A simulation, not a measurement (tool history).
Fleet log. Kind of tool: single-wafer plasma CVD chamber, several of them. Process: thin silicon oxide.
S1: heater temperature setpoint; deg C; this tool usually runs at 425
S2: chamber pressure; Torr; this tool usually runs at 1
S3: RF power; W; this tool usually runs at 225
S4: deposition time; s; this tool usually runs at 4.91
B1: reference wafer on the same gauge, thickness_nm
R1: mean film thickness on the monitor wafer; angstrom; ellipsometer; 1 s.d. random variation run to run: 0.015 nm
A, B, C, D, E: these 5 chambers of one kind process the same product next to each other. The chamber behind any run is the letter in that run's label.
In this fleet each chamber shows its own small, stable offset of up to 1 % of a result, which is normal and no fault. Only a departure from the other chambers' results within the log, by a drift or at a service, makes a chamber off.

run   hour   S1    S2   S3    S4      B1      R1
 1D    5.1  425     1  225  4.91  11.011  94.894
 2E   11.6  425     1  225  4.91   11.01  94.542
 3C   18.1  425     1  225  4.91   11.01  93.921
 4B   23.5  425     1  225  4.91  11.001  93.781
 5A   31.2  425     1  225  4.91  11.003  95.176
 6D   38.1  425     1  225  4.91  10.997  94.599
 7A   45.1  425     1  225  4.91  10.999  95.068
      46.7  -- chamber E: RF generator calibrated
 8C   55.4  425     1  225  4.91  10.996  93.927
 9E   60.8  425   0.8  225  5.82  10.994  92.343
10B   68.6  425   0.8  225  5.82  10.995  91.824
11B   76.9  425   0.8  225  5.82  10.992  91.989
12C   87.2  425   0.8  225  5.82  10.994  92.002
      87.4  -- chamber C: thermocouple changed; heater temperature recalibrated
13E   95.8  425   0.8  225  5.82  10.988  92.258
     102.9  -- chamber B: RF generator calibrated
14A    106  425     1  225  4.91  10.985   95.06
       113  -- chamber A: RF generator calibrated
15D    116  425     1  225  4.91  10.982  94.293
16E    123  425     1  225  4.91  10.984  94.349
17D    130  425     1  225  4.91  10.981  94.401
18C  136.6  425     1  225  4.91  10.975  93.791
19B  143.9  425     1  225  4.91  10.977  93.869
20A  149.7  425     1  225  4.91  10.976  95.043
21C  154.7  425     1  225  4.91  10.974  93.654
22D  162.5  425     1  225  5.77  10.975  110.65
     163.9  -- chamber D: thermocouple changed; heater temperature recalibrated
23B  171.6  425     1  225  5.77  10.972  109.62
24A  178.7  425     1  225  5.77  10.971  111.66
25E  186.9  425     1  225  5.77   10.97  110.76
26E  194.9  425     1  225  5.77  10.968  110.77
27A  200.6  425  1.21  185  4.91  10.964  97.224
       205  -- chamber C: RF generator calibrated
28D  210.1  425  1.21  185  4.91  10.966  97.485
29C  216.8  425  1.21  185  4.91  10.964  96.539
30B  224.3  425  1.21  185  4.91   10.96  96.308
     228.1  -- chamber D: RF generator calibrated
31B  228.7  425  1.21  185  4.91  10.961  96.104
32A  236.8  425     1  225  4.91  10.957  94.668
33C  243.4  425     1  225  4.91  10.957  93.556
34D  249.8  425     1  185   4.2  10.956  73.514
     253.6  -- chamber A: capacitance manometer re-zeroed and calibrated
35E  260.1  425     1  185   4.2  10.957  73.582
36E  267.5  425     1  185   4.2  10.957  73.347
37B  277.8  425     1  185   4.2  10.951  72.483
38C  287.4  425     1  185   4.2  10.946  72.878
39A  296.7  425     1  225  4.91  10.944  94.338
40D  301.2  425     1  225  4.91  10.951  93.902
41C  305.6  425     1  225  4.91  10.946  93.448
42D    314  425     1  225  4.91  10.943  94.014
43E  319.5  413     1  225  4.91  10.938  94.911

Next, all 5 chambers run the settings below, one line each with question marks for the results. What does each chamber give?
44A  326.9  416   1  225  4.91       ?
44B  326.9  416   1  225  4.91       ?
44C  326.9  416   1  225  4.91       ?
44D  326.9  416   1  225  4.91       ?
44E  326.9  416   1  225  4.91       ?

run      R1
44A  94.951
44B  93.764
44C  93.664
44D   94.56
44E  94.562

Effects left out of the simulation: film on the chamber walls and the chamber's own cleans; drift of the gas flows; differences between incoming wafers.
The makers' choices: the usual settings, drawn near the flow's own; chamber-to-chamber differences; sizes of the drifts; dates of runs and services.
